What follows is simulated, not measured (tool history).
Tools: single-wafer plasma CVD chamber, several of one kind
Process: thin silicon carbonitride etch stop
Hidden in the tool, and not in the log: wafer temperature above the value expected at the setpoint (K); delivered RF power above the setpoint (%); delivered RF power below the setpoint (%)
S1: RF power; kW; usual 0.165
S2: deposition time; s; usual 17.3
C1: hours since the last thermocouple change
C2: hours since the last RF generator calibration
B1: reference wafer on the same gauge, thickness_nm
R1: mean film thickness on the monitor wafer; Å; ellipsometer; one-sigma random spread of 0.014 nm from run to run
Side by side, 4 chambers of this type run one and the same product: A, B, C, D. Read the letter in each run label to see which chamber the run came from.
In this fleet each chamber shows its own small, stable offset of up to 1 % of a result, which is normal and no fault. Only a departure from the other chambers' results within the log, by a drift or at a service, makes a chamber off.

| run | hour | S1 | S2 | C1 | C2 | B1 | R1 |
|---|---|---|---|---|---|---|---|
| 1C | 5.9 | 0.165 | 17.3 | 909.1 | 894.3 | 7.8833 | 92.025 |
| 2A | 9.5 | 0.165 | 17.3 | 58 | 916 | 7.8828 | 93.662 |
| 3B | 13.1 | 0.165 | 17.3 | 955.5 | 713.1 | 7.8853 | 93.826 |
| 4D | 16.9 | 0.165 | 17.3 | 842.9 | 367.5 | 7.8864 | 93.584 |
| 5B | 21.2 | 0.165 | 17.3 | 963.6 | 721.2 | 7.8879 | 93.891 |
| 6A | 27.4 | 0.165 | 17.3 | 75.9 | 933.9 | 7.8868 | 93.897 |
| 7D | 33.8 | 0.165 | 17.3 | 859.8 | 384.4 | 7.8939 | 93.812 |
| 8C | 39.8 | 0.165 | 17.3 | 943 | 928.2 | 7.8944 | 92.299 |
| 9D | 46.5 | 0.165 | 17.3 | 872.5 | 397.1 | 7.8968 | 93.753 |
| 10A | 53.3 | 0.165 | 17.3 | 101.8 | 959.8 | 7.899 | 93.599 |
| 11C | 57.3 | 0.195 | 17.3 | 960.5 | 945.7 | 7.8993 | 97.21 |
|  | 60.4 | chamber A: RF generator calibrated |
| 12B | 62.5 | 0.195 | 17.3 | 1004.9 | 762.5 | 7.9029 | 98.778 |
| 13B | 66.7 | 0.195 | 17.3 | 1009.1 | 766.7 | 7.9054 | 98.81 |
| 14A | 72 | 0.195 | 17.3 | 120.5 | 11.6 | 7.9076 | 98.53 |
| 15D | 76.2 | 0.165 | 17.3 | 902.2 | 426.8 | 7.9039 | 94.038 |
| 16C | 80.4 | 0.165 | 17.3 | 983.6 | 968.8 | 7.9091 | 92.599 |
| 17A | 87.1 | 0.165 | 17.3 | 135.6 | 26.7 | 7.9099 | 93.919 |
| 18C | 90.2 | 0.165 | 17.3 | 993.4 | 978.6 | 7.9103 | 92.58 |
| 19D | 94.2 | 0.165 | 17.3 | 920.2 | 444.8 | 7.9121 | 93.856 |
| 20B | 99.7 | 0.165 | 17.3 | 1042.1 | 799.7 | 7.9151 | 94.221 |
| 21D | 104.2 | 0.15 | 19.6 | 930.2 | 454.8 | 7.9174 | 103.56 |
| 22A | 107.6 | 0.15 | 19.6 | 156.1 | 47.2 | 7.9224 | 103.23 |
| 23B | 113.3 | 0.15 | 19.6 | 1055.7 | 813.3 | 7.9209 | 103.89 |
| 24C | 117.7 | 0.15 | 19.6 | 1020.9 | 1006.1 | 7.9256 | 102.22 |
| 25C | 123.2 | 0.165 | 17.3 | 1026.4 | 1011.6 | 7.9251 | 92.763 |
| 26B | 128.5 | 0.165 | 17.3 | 1070.9 | 828.5 | 7.9262 | 94.406 |

Predict what each chamber gives when all 4 of them run the settings below next.
| 27A | 133.6 | 0.165 | 17.3 |  |  |  | ? |
| 27B | 133.6 | 0.165 | 17.3 |  |  |  | ? |
| 27C | 133.6 | 0.165 | 17.3 |  |  |  | ? |
| 27D | 133.6 | 0.165 | 17.3 |  |  |  | ? |

| run | R1 |
|---|---|
| 27A | 94.043 |
| 27B | 94.147 |
| 27C | 92.709 |
| 27D | 94.278 |

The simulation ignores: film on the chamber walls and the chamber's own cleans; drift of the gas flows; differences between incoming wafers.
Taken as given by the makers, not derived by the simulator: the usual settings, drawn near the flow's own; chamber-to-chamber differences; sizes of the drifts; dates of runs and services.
